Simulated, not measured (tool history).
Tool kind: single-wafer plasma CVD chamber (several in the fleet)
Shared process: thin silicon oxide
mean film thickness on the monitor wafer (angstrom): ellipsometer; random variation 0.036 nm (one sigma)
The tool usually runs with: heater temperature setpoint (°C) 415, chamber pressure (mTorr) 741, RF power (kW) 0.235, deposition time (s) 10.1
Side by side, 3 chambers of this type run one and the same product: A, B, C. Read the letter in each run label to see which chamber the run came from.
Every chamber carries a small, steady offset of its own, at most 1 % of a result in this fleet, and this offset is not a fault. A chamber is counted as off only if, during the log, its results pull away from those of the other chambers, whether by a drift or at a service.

run,hour,heater temperature setpoint (°C),chamber pressure (mTorr),RF power (kW),deposition time (s),hours since the last thermocouple change,hours since the last RF generator calibration,hours since the last manometer calibration,"read-back reference wafer on the same gauge, thickness_nm",mean film thickness on the monitor wafer (angstrom)
1B,7.3,415,741,0.235,10.1,531.8,2008.6,1895.4,17.698,153.34
# hour 8.8: chamber C: thermocouple changed; heater temperature recalibrated
2A,11.0,415,741,0.235,10.1,1937.7,55.5,175.8,17.695,153.88
3C,17.4,415,741,0.235,10.1,8.7,559.0,2222.0,17.713,151.83
4C,21.6,415,741,0.235,10.1,12.9,563.2,2226.2,17.698,151.82
5A,30.1,415,741,0.235,10.1,1956.8,74.6,194.9,17.699,153.17
6B,35.4,415,741,0.235,10.1,559.9,2036.7,1923.5,17.709,153.12
7C,40.8,415,741,0.235,10.1,32.1,582.4,2245.4,17.691,152.53
8B,49.1,415,741,0.235,10.1,573.6,2050.4,1937.2,17.698,152.40
9A,53.1,415,741,0.235,10.1,1979.8,97.6,217.9,17.703,153.85
10C,59.8,415,741,0.235,10.1,51.1,601.4,2264.4,17.709,152.04
11B,67.3,415,741,0.235,10.1,591.8,2068.6,1955.4,17.696,153.20
12A,72.1,415,741,0.235,10.1,1998.8,116.6,236.9,17.697,153.43
13C,78.1,415,741,0.235,10.1,69.4,619.7,2282.7,17.704,151.91
14B,83.0,415,741,0.235,10.1,607.5,2084.3,1971.1,17.692,152.91
15A,89.0,415,803,0.235,10.1,2015.7,133.5,253.8,17.703,166.17
16A,96.5,415,803,0.235,10.1,2023.2,141.0,261.3,17.698,165.74
17C,104.6,415,803,0.235,10.1,95.9,646.2,2309.2,17.706,163.16
18B,112.1,415,741,0.235,10.1,636.6,2113.4,2000.2,17.687,152.73
19A,117.8,415,741,0.235,10.1,2044.5,162.3,282.6,17.706,154.58
20C,122.4,415,741,0.235,10.1,113.7,664.0,2327.0,17.694,150.89
21B,130.4,415,741,0.235,10.1,654.9,2131.7,2018.5,17.701,152.46
22A,135.0,415,741,0.235,10.1,2061.7,179.5,299.8,17.708,154.11
23C,142.8,415,741,0.235,10.1,134.1,684.4,2347.4,17.703,150.81
24B,150.9,415,741,0.235,10.1,675.4,2152.2,2039.0,17.703,152.69
25C,157.6,415,741,0.235,10.1,148.9,699.2,2362.2,17.699,150.67
26B,162.5,415,741,0.200,10.1,687.0,2163.8,2050.6,17.705,141.66
27A,170.8,415,741,0.200,10.1,2097.5,215.3,335.6,17.712,142.51
28A,178.5,415,741,0.200,10.1,2105.2,223.0,343.3,17.699,142.39
# hour 181.0: chamber C: capacitance manometer re-zeroed and calibrated
29B,182.3,415,616,0.235,10.1,706.8,2183.6,2070.4,17.709,125.51
30C,188.8,415,616,0.235,10.1,180.1,730.4,7.8,17.704,124.28
31B,196.7,415,616,0.235,10.1,721.2,2198.0,2084.8,17.701,125.73
32C,201.7,415,741,0.235,10.1,193.0,743.3,20.7,17.699,150.34
33A,206.3,410,741,0.235,10.1,2133.0,250.8,371.1,17.693,154.02
34B,212.8,410,741,0.235,10.1,737.3,2214.1,2100.9,17.693,153.96
35C,221.1,410,741,0.235,10.1,212.4,762.7,40.1,17.711,150.74
36A,224.8,415,741,0.235,10.1,2151.5,269.3,389.6,17.703,153.81
37B,232.2,415,741,0.235,10.1,756.7,2233.5,2120.3,17.697,153.13
38A,236.9,415,839,0.210,10.1,2163.6,281.4,401.7,17.702,164.69

Next, all 3 chambers run the settings below, one line each with question marks for the results. What does each chamber give?
39A,242.9,415,741,0.235,10.1,,,,,?
39B,242.9,415,741,0.235,10.1,,,,,?
39C,242.9,415,741,0.235,10.1,,,,,?

run,mean film thickness on the monitor wafer (angstrom)
39A,153.01
39B,152.63
39C,149.39
